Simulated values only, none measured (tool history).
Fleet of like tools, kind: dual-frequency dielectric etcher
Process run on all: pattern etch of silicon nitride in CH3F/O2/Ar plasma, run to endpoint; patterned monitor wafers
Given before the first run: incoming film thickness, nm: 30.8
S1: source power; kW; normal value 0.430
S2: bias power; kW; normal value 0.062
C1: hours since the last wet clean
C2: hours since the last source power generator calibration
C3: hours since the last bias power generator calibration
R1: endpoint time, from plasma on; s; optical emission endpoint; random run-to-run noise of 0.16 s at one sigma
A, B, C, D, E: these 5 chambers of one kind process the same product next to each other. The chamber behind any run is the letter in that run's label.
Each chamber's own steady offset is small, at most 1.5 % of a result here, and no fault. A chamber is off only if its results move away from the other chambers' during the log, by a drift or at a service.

run 1B hour=7.6 | S1=0.430 S2=0.062 | C1=379.4 C2=2874.0 C3=1427.1 | R1=45.303
run 2E hour=12.8 | S1=0.430 S2=0.062 | C1=270.5 C2=20.6 C3=877.9 | R1=46.017
run 3D hour=18.2 | S1=0.430 S2=0.062 | C1=212.4 C2=2138.3 C3=1243.5 | R1=44.972
run 4C hour=24.4 | S1=0.430 S2=0.062 | C1=245.3 C2=1710.3 C3=3080.9 | R1=46.029
run 5A hour=31.8 | S1=0.430 S2=0.062 | C1=415.7 C2=2038.2 C3=68.8 | R1=45.730
run 6B hour=38.9 | S1=0.430 S2=0.062 | C1=410.7 C2=2905.3 C3=1458.4 | R1=45.462
run 7E hour=48.4 | S1=0.430 S2=0.062 | C1=306.1 C2=56.2 C3=913.5 | R1=46.009
run 8A hour=55.0 | S1=0.430 S2=0.062 | C1=438.9 C2=2061.4 C3=92.0 | R1=45.428
run 9C hour=62.9 | S1=0.430 S2=0.062 | C1=283.8 C2=1748.8 C3=3119.4 | R1=45.897
-- hour=68.1 chamber A: wet clean of the chamber
run 10D hour=70.7 | S1=0.430 S2=0.062 | C1=264.9 C2=2190.8 C3=1296.0 | R1=44.969
-- hour=72.4 chamber B: wet clean of the chamber
run 11A hour=76.1 | S1=0.430 S2=0.062 | C1=8.1 C2=2082.5 C3=113.1 | R1=45.358
run 12D hour=80.9 | S1=0.430 S2=0.062 | C1=275.1 C2=2201.0 C3=1306.2 | R1=44.747
run 13E hour=89.6 | S1=0.430 S2=0.062 | C1=347.3 C2=97.4 C3=954.7 | R1=45.978
run 14C hour=100.3 | S1=0.430 S2=0.062 | C1=321.2 C2=1786.2 C3=3156.8 | R1=46.492
run 15B hour=108.9 | S1=0.430 S2=0.062 | C1=36.5 C2=2975.3 C3=1528.4 | R1=45.203
run 16D hour=119.6 | S1=0.430 S2=0.062 | C1=313.8 C2=2239.7 C3=1344.9 | R1=44.669
run 17A hour=128.7 | S1=0.430 S2=0.062 | C1=60.7 C2=2135.1 C3=165.7 | R1=45.548
run 18B hour=138.6 | S1=0.430 S2=0.062 | C1=66.2 C2=3005.0 C3=1558.1 | R1=45.363
run 19E hour=143.8 | S1=0.430 S2=0.062 | C1=401.5 C2=151.6 C3=1008.9 | R1=45.610
run 20C hour=154.0 | S1=0.430 S2=0.062 | C1=374.9 C2=1839.9 C3=3210.5 | R1=46.879
run 21C hour=159.3 | S1=0.430 S2=0.062 | C1=380.2 C2=1845.2 C3=3215.8 | R1=46.739
run 22D hour=168.8 | S1=0.430 S2=0.062 | C1=363.0 C2=2288.9 C3=1394.1 | R1=45.011
run 23A hour=175.0 | S1=0.430 S2=0.062 | C1=107.0 C2=2181.4 C3=212.0 | R1=45.383
run 24E hour=186.0 | S1=0.430 S2=0.062 | C1=443.7 C2=193.8 C3=1051.1 | R1=45.733
run 25B hour=194.3 | S1=0.430 S2=0.062 | C1=121.9 C2=3060.7 C3=1613.8 | R1=45.332
run 26D hour=204.6 | S1=0.430 S2=0.062 | C1=398.8 C2=2324.7 C3=1429.9 | R1=44.972
run 27A hour=215.0 | S1=0.430 S2=0.062 | C1=147.0 C2=2221.4 C3=252.0 | R1=45.555
run 28B hour=225.5 | S1=0.490 S2=0.062 | C1=153.1 C2=3091.9 C3=1645.0 | R1=43.125
run 29C hour=235.6 | S1=0.490 S2=0.062 | C1=456.5 C2=1921.5 C3=3292.1 | R1=45.143
-- hour=235.9 chamber E: wet clean of the chamber
run 30E hour=241.1 | S1=0.490 S2=0.062 | C1=5.2 C2=248.9 C3=1106.2 | R1=43.783
run 31B hour=248.6 | S1=0.490 S2=0.062 | C1=176.2 C2=3115.0 C3=1668.1 | R1=43.059
run 32C hour=257.7 | S1=0.490 S2=0.062 | C1=478.6 C2=1943.6 C3=3314.2 | R1=45.283
run 33E hour=264.4 | S1=0.350 S2=0.069 | C1=28.5 C2=272.2 C3=1129.5 | R1=48.099

All 5 chambers run these settings next. Forecast each chamber's results:
run 34A hour=272.5 | S1=0.430 S2=0.062 | R1=?
run 34B hour=272.5 | S1=0.430 S2=0.062 | R1=?
run 34C hour=272.5 | S1=0.430 S2=0.062 | R1=?
run 34D hour=272.5 | S1=0.430 S2=0.062 | R1=?
run 34E hour=272.5 | S1=0.430 S2=0.062 | R1=?

run=34A R1=45.595
run=34B R1=45.237
run=34C R1=47.886
run=34D R1=44.954
run=34E R1=45.703

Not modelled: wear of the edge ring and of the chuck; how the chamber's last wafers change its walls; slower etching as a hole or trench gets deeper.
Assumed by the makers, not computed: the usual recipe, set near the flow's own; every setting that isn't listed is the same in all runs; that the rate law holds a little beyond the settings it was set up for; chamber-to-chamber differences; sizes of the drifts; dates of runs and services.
